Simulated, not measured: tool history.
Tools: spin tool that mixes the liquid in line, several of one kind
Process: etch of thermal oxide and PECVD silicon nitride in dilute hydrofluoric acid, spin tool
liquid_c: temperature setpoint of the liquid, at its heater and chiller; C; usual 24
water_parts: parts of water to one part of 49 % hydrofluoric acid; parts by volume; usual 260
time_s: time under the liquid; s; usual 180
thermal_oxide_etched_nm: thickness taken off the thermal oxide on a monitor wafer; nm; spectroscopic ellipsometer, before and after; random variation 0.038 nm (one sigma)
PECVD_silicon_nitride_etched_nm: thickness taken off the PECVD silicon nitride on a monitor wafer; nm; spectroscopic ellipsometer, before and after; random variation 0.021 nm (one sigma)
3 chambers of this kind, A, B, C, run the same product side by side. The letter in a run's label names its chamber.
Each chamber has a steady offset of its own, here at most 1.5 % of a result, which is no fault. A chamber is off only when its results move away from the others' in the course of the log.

run   hour  liquid_c  water_parts  time_s  read-back film thickness of the thermal oxide reference wafer, read on the same gauge (nm)  read-back film thickness of the PECVD silicon nitride reference wafer, read on the same gauge (nm)  thermal_oxide_etched_nm  PECVD_silicon_nitride_etched_nm
 1C   16.1        24          260     180                                                                                      119.98                                                                                              129.99                   2.7117                           1.1674
 2B   24.1        24          260     180                                                                                      119.99                                                                                              130.01                   2.6938                           1.1324
 3A   37.4        24          260     180                                                                                         120                                                                                              129.99                   2.6814                           1.1912
 4A   49.1        24          260     180                                                                                      119.97                                                                                              130.03                   2.6873                           1.2035
 5C   56.5        24          260     180                                                                                      119.99                                                                                                 130                   2.7257                           1.1826
 6B   70.7        24          260     180                                                                                         120                                                                                              130.06                   2.6626                           1.1689
 7A   81.5        24          260     180                                                                                         120                                                                                              129.98                   2.7156                            1.201
 8C   92.1        24          260     180                                                                                      120.02                                                                                              129.99                   2.7586                           1.2431
 9B   99.3        24          260     180                                                                                      120.02                                                                                                 130                   2.7008                            1.147
10C    108        24          260     180                                                                                      120.01                                                                                              130.02                   2.7306                           1.1471
     114.8  -- chamber A: hydrofluoric acid flow meter replaced
11B  121.4        24          260     180                                                                                      119.97                                                                                              130.01                   2.5828                           1.1392
12A  134.9        24          260     180                                                                                      119.99                                                                                                 130                    2.721                           1.1953
13A    146        24          260     180                                                                                      119.98                                                                                              130.01                   2.7021                           1.2014
14C  158.3      21.5          260     180                                                                                      119.99                                                                                              129.94                   2.5225                           1.0266
15B  165.6      21.5          260     180                                                                                      119.98                                                                                                 130                   2.3598                          0.98603
16A  180.4      21.5          260     180                                                                                         120                                                                                              130.01                   2.4722                           1.0281
17C  190.6        24          260     180                                                                                      120.02                                                                                              130.01                   2.6998                           1.1851
18B  202.7        24          260     180                                                                                      119.99                                                                                                 130                   2.6003                           1.1316
19B  213.8        24          260     180                                                                                      119.99                                                                                              129.98                   2.5648                              1.1
20A  225.7        24          260     180                                                                                      119.99                                                                                              129.99                   2.6836                           1.1765
21C  239.1        24          260     180                                                                                      120.01                                                                                              129.99                   2.7281                           1.2176
22A  255.1        24          260     180                                                                                         120                                                                                              130.01                    2.654                           1.2049
23B  264.2        24          260     180                                                                                         120                                                                                              130.01                   2.6181                           1.1109
24C  280.2        24          260     180                                                                                      120.02                                                                                              130.02                   2.7059                           1.2023
25B    290        24          260     180                                                                                         120                                                                                              129.97                   2.5523                            1.087
26A  304.5        24          260     180                                                                                      119.97                                                                                              129.96                   2.6792                           1.2462
27C  320.1      26.5          260      75                                                                                         120                                                                                              129.99                   1.2248                          0.59299
28B    328      26.5          260      75                                                                                      120.02                                                                                              129.97                   1.1563                          0.51646
29A  339.2      26.5          260      75                                                                                      120.03                                                                                              130.03                   1.2362                           0.5833
30C    347        24          260     180                                                                                      119.97                                                                                              130.07                   2.6588                           1.1718
31B  360.4        24          260     180                                                                                         120                                                                                              130.01                   2.5361                           1.0283
32C  376.5      21.5          210     180                                                                                      120.02                                                                                              130.02                   3.1614                           1.2586
33A  386.5      21.5          210     180                                                                                      120.01                                                                                              130.01                   3.1998                           1.2395
34C  399.9      21.5          210     180                                                                                         120                                                                                              129.99                   3.1604                           1.2447
35A  407.4        24          260     180                                                                                      119.99                                                                                              130.03                   2.6941                           1.2307
36B  418.6        24          260     180                                                                                      119.98                                                                                              129.99                   2.4852                           1.0266
37A  429.6        24          260     180                                                                                      119.99                                                                                              130.06                   2.7055                           1.1782
38B  440.3        24          260     180                                                                                      120.02                                                                                              129.99                   2.4901                           1.0188

All 3 chambers run these settings next. Forecast each chamber's results:
39A  451.9        24          260     180                                                                                                                                                                                                                        ?                                ?
39B  451.9        24          260     180                                                                                                                                                                                                                        ?                                ?
39C  451.9        24          260     180                                                                                                                                                                                                                        ?                                ?

run  thermal_oxide_etched_nm  PECVD_silicon_nitride_etched_nm
39A                   2.6926                           1.1994
39B                   2.4269                           1.0032
39C                   2.6808                           1.1951
